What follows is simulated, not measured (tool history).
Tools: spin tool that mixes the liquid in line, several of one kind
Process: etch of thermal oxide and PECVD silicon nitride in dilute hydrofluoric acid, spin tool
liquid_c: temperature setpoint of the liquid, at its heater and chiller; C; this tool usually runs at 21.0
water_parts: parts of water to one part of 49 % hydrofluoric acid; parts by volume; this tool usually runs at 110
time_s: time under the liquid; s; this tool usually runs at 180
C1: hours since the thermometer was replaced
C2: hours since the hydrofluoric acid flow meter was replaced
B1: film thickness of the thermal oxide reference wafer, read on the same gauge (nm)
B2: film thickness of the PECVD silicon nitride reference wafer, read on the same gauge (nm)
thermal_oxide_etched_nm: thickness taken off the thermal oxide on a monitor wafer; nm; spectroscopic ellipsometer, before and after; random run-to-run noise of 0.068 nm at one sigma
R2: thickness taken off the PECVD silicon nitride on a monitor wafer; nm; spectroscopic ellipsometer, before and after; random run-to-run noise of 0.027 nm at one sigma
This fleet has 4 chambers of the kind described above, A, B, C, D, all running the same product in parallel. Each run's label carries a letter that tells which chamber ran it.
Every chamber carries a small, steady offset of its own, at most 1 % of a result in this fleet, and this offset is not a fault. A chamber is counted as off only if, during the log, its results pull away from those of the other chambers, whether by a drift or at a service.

{"run": "1C", "hour": 9.6, "liquid_c": 21.0, "water_parts": 110, "time_s": 180, "C1": 1430.6, "C2": 58.7, "B1": 150.01, "B2": 109.99, "thermal_oxide_etched_nm": 7.0334, "R2": 4.5654}
{"run": "2B", "hour": 19.9, "liquid_c": 21.0, "water_parts": 110, "time_s": 180, "C1": 1590.4, "C2": 1187.6, "B1": 150.01, "B2": 109.97, "thermal_oxide_etched_nm": 6.9822, "R2": 4.5324}
{"run": "3D", "hour": 30.1, "liquid_c": 21.0, "water_parts": 110, "time_s": 180, "C1": 1949.8, "C2": 1286.5, "B1": 150.04, "B2": 109.99, "thermal_oxide_etched_nm": 6.9326, "R2": 4.6364}
{"run": "4A", "hour": 37.0, "liquid_c": 21.0, "water_parts": 110, "time_s": 180, "C1": 429.7, "C2": 376.2, "B1": 149.98, "B2": 110.02, "thermal_oxide_etched_nm": 6.9341, "R2": 4.5642}
{"run": "5A", "hour": 48.8, "liquid_c": 21.0, "water_parts": 110, "time_s": 180, "C1": 441.5, "C2": 388.0, "B1": 150.01, "B2": 109.98, "thermal_oxide_etched_nm": 7.0394, "R2": 4.5493}
{"run": "6D", "hour": 57.8, "liquid_c": 21.0, "water_parts": 110, "time_s": 180, "C1": 1977.5, "C2": 1314.2, "B1": 149.98, "B2": 109.94, "thermal_oxide_etched_nm": 7.0685, "R2": 4.5978}
{"run": "7C", "hour": 66.0, "liquid_c": 21.0, "water_parts": 110, "time_s": 180, "C1": 1487.0, "C2": 115.1, "B1": 150.01, "B2": 109.98, "thermal_oxide_etched_nm": 7.0124, "R2": 4.5323}
{"run": "8B", "hour": 78.5, "liquid_c": 21.0, "water_parts": 110, "time_s": 180, "C1": 1649.0, "C2": 1246.2, "B1": 149.95, "B2": 109.99, "thermal_oxide_etched_nm": 7.0283, "R2": 4.5631}
{"run": "9A", "hour": 90.2, "liquid_c": 21.0, "water_parts": 110, "time_s": 180, "C1": 482.9, "C2": 429.4, "B1": 149.98, "B2": 109.94, "thermal_oxide_etched_nm": 6.9784, "R2": 4.5644}
{"hour": 94.7, "done": "chamber D: thermometer replaced"}
{"run": "10B", "hour": 97.9, "liquid_c": 21.0, "water_parts": 155, "time_s": 180, "C1": 1668.4, "C2": 1265.6, "B1": 150.0, "B2": 110.02, "thermal_oxide_etched_nm": 4.7796, "R2": 3.2616}
{"run": "11C", "hour": 109.0, "liquid_c": 21.0, "water_parts": 155, "time_s": 180, "C1": 1530.0, "C2": 158.1, "B1": 149.98, "B2": 110.01, "thermal_oxide_etched_nm": 4.738, "R2": 3.2637}
{"run": "12D", "hour": 116.5, "liquid_c": 21.0, "water_parts": 155, "time_s": 180, "C1": 21.9, "C2": 1372.9, "B1": 150.01, "B2": 109.99, "thermal_oxide_etched_nm": 4.6073, "R2": 3.2406}
{"run": "13C", "hour": 128.4, "liquid_c": 21.0, "water_parts": 155, "time_s": 180, "C1": 1549.4, "C2": 177.5, "B1": 149.96, "B2": 109.99, "thermal_oxide_etched_nm": 4.6514, "R2": 3.2552}
{"run": "14A", "hour": 136.6, "liquid_c": 21.0, "water_parts": 110, "time_s": 180, "C1": 529.3, "C2": 475.8, "B1": 150.02, "B2": 109.98, "thermal_oxide_etched_nm": 6.9614, "R2": 4.5648}
{"run": "15D", "hour": 146.9, "liquid_c": 21.0, "water_parts": 110, "time_s": 180, "C1": 52.3, "C2": 1403.3, "B1": 150.0, "B2": 109.99, "thermal_oxide_etched_nm": 6.987, "R2": 4.5738}
{"run": "16B", "hour": 156.6, "liquid_c": 21.0, "water_parts": 110, "time_s": 180, "C1": 1727.1, "C2": 1324.3, "B1": 150.02, "B2": 109.96, "thermal_oxide_etched_nm": 6.9869, "R2": 4.5168}
{"run": "17A", "hour": 167.0, "liquid_c": 21.0, "water_parts": 110, "time_s": 180, "C1": 559.7, "C2": 506.2, "B1": 150.03, "B2": 110.01, "thermal_oxide_etched_nm": 6.928, "R2": 4.5466}
{"run": "18D", "hour": 178.7, "liquid_c": 21.0, "water_parts": 110, "time_s": 180, "C1": 84.1, "C2": 1435.1, "B1": 150.03, "B2": 110.04, "thermal_oxide_etched_nm": 6.9798, "R2": 4.6018}
{"run": "19C", "hour": 191.4, "liquid_c": 21.0, "water_parts": 110, "time_s": 180, "C1": 1612.4, "C2": 240.5, "B1": 149.97, "B2": 109.97, "thermal_oxide_etched_nm": 6.9243, "R2": 4.5368}
{"run": "20B", "hour": 200.6, "liquid_c": 21.0, "water_parts": 110, "time_s": 180, "C1": 1771.1, "C2": 1368.3, "B1": 149.98, "B2": 109.99, "thermal_oxide_etched_nm": 7.0297, "R2": 4.5366}
{"run": "21C", "hour": 211.8, "liquid_c": 21.0, "water_parts": 110, "time_s": 180, "C1": 1632.8, "C2": 260.9, "B1": 150.0, "B2": 109.97, "thermal_oxide_etched_nm": 7.0666, "R2": 4.5423}
{"run": "22D", "hour": 217.6, "liquid_c": 21.0, "water_parts": 110, "time_s": 180, "C1": 123.0, "C2": 1474.0, "B1": 150.01, "B2": 109.99, "thermal_oxide_etched_nm": 6.89, "R2": 4.5883}
{"run": "23B", "hour": 225.1, "liquid_c": 18.0, "water_parts": 110, "time_s": 280, "C1": 1795.6, "C2": 1392.8, "B1": 149.97, "B2": 109.97, "thermal_oxide_etched_nm": 9.4517, "R2": 5.7818}
{"run": "24A", "hour": 237.8, "liquid_c": 18.0, "water_parts": 110, "time_s": 280, "C1": 630.5, "C2": 577.0, "B1": 150.04, "B2": 109.98, "thermal_oxide_etched_nm": 9.2511, "R2": 5.581}
{"run": "25D", "hour": 247.2, "liquid_c": 18.0, "water_parts": 110, "time_s": 280, "C1": 152.6, "C2": 1503.6, "B1": 149.99, "B2": 109.99, "thermal_oxide_etched_nm": 9.6781, "R2": 5.749}
{"run": "26B", "hour": 259.1, "liquid_c": 18.0, "water_parts": 110, "time_s": 280, "C1": 1829.6, "C2": 1426.8, "B1": 149.98, "B2": 110.02, "thermal_oxide_etched_nm": 9.5511, "R2": 5.8004}
{"run": "27C", "hour": 272.2, "liquid_c": 21.0, "water_parts": 110, "time_s": 180, "C1": 1693.2, "C2": 321.3, "B1": 150.01, "B2": 109.97, "thermal_oxide_etched_nm": 6.9717, "R2": 4.5602}
{"run": "28A", "hour": 284.4, "liquid_c": 21.0, "water_parts": 110, "time_s": 180, "C1": 677.1, "C2": 623.6, "B1": 150.03, "B2": 109.95, "thermal_oxide_etched_nm": 6.6615, "R2": 4.4121}
{"run": "29A", "hour": 295.6, "liquid_c": 21.0, "water_parts": 110, "time_s": 180, "C1": 688.3, "C2": 634.8, "B1": 150.02, "B2": 109.96, "thermal_oxide_etched_nm": 6.5694, "R2": 4.3814}
{"run": "30C", "hour": 304.9, "liquid_c": 21.0, "water_parts": 110, "time_s": 180, "C1": 1725.9, "C2": 354.0, "B1": 150.01, "B2": 110.05, "thermal_oxide_etched_nm": 7.135, "R2": 4.5581}
{"run": "31D", "hour": 312.9, "liquid_c": 21.0, "water_parts": 110, "time_s": 180, "C1": 218.3, "C2": 1569.3, "B1": 150.0, "B2": 110.03, "thermal_oxide_etched_nm": 7.1039, "R2": 4.578}
{"run": "32B", "hour": 319.1, "liquid_c": 21.0, "water_parts": 110, "time_s": 180, "C1": 1889.6, "C2": 1486.8, "B1": 149.99, "B2": 109.97, "thermal_oxide_etched_nm": 6.997, "R2": 4.5575}
{"run": "33C", "hour": 326.8, "liquid_c": 17.5, "water_parts": 110, "time_s": 180, "C1": 1747.8, "C2": 375.9, "B1": 149.97, "B2": 109.99, "thermal_oxide_etched_nm": 6.0524, "R2": 3.5803}
{"run": "34D", "hour": 334.9, "liquid_c": 17.5, "water_parts": 110, "time_s": 180, "C1": 240.3, "C2": 1591.3, "B1": 150.0, "B2": 109.92, "thermal_oxide_etched_nm": 6.0457, "R2": 3.5941}
{"run": "35A", "hour": 343.3, "liquid_c": 17.5, "water_parts": 110, "time_s": 180, "C1": 736.0, "C2": 682.5, "B1": 150.02, "B2": 109.97, "thermal_oxide_etched_nm": 5.6547, "R2": 3.386}
{"run": "36B", "hour": 355.3, "liquid_c": 17.5, "water_parts": 110, "time_s": 180, "C1": 1925.8, "C2": 1523.0, "B1": 149.97, "B2": 109.96, "thermal_oxide_etched_nm": 5.9483, "R2": 3.5549}
{"run": "37D", "hour": 361.4, "liquid_c": 21.0, "water_parts": 110, "time_s": 180, "C1": 266.8, "C2": 1617.8, "B1": 149.97, "B2": 110.0, "thermal_oxide_etched_nm": 7.0354, "R2": 4.5918}
{"run": "38A", "hour": 372.7, "liquid_c": 21.0, "water_parts": 110, "time_s": 180, "C1": 765.4, "C2": 711.9, "B1": 149.97, "B2": 110.03, "thermal_oxide_etched_nm": 6.4514, "R2": 4.2572}
{"run": "39B", "hour": 384.6, "liquid_c": 21.0, "water_parts": 110, "time_s": 180, "C1": 1955.1, "C2": 1552.3, "B1": 150.04, "B2": 109.97, "thermal_oxide_etched_nm": 7.0276, "R2": 4.5467}
{"run": "40C", "hour": 397.4, "liquid_c": 21.0, "water_parts": 110, "time_s": 180, "C1": 1818.4, "C2": 446.5, "B1": 150.01, "B2": 109.99, "thermal_oxide_etched_nm": 7.0412, "R2": 4.5311}

One chamber off, gauge drift, or nothing amiss beyond the chambers' own small offsets? If it is a chamber, which one, and what is the likeliest cause?

Little by little, chamber A moves away from the other chambers.
Most likely cause: hydrofluoric acid flow below the setpoint (%) = 7.18.

Below are 4 candidate recipes for chamber A's next run, each the usual settings with a change, their results shown as question marks. Which of them brings A's results back in line with what the other chambers give on the usual settings?
Counts as in line when no further than this from what the other chambers average on the usual settings: thermal_oxide_etched_nm 0.2400 nm; R2 0.0920 nm
{"run": "41A-1", "hour": 406.9, "liquid_c": 21.0, "water_parts": 105, "time_s": 190, "thermal_oxide_etched_nm": "?", "R2": "?"}
{"run": "41A-2", "hour": 406.9, "liquid_c": 21.0, "water_parts": 105, "time_s": 185, "thermal_oxide_etched_nm": "?", "R2": "?"}
{"run": "41A-3", "hour": 406.9, "liquid_c": 21.0, "water_parts": 115, "time_s": 170, "thermal_oxide_etched_nm": "?", "R2": "?"}
{"run": "41A-4", "hour": 406.9, "liquid_c": 21.0, "water_parts": 115, "time_s": 175, "thermal_oxide_etched_nm": "?", "R2": "?"}

Other chambers, usual settings, mean: thermal_oxide_etched_nm 6.9797 nm; R2 4.5463 nm
run=41A-1 thermal_oxide_etched_nm=7.1401 R2=4.6616
run=41A-2 thermal_oxide_etched_nm=6.9522 R2=4.5389
run=41A-3 thermal_oxide_etched_nm=5.7620 R2=3.8148
run=41A-4 thermal_oxide_etched_nm=5.9315 R2=3.9270
41A-2 puts the chamber back in line with the other chambers.
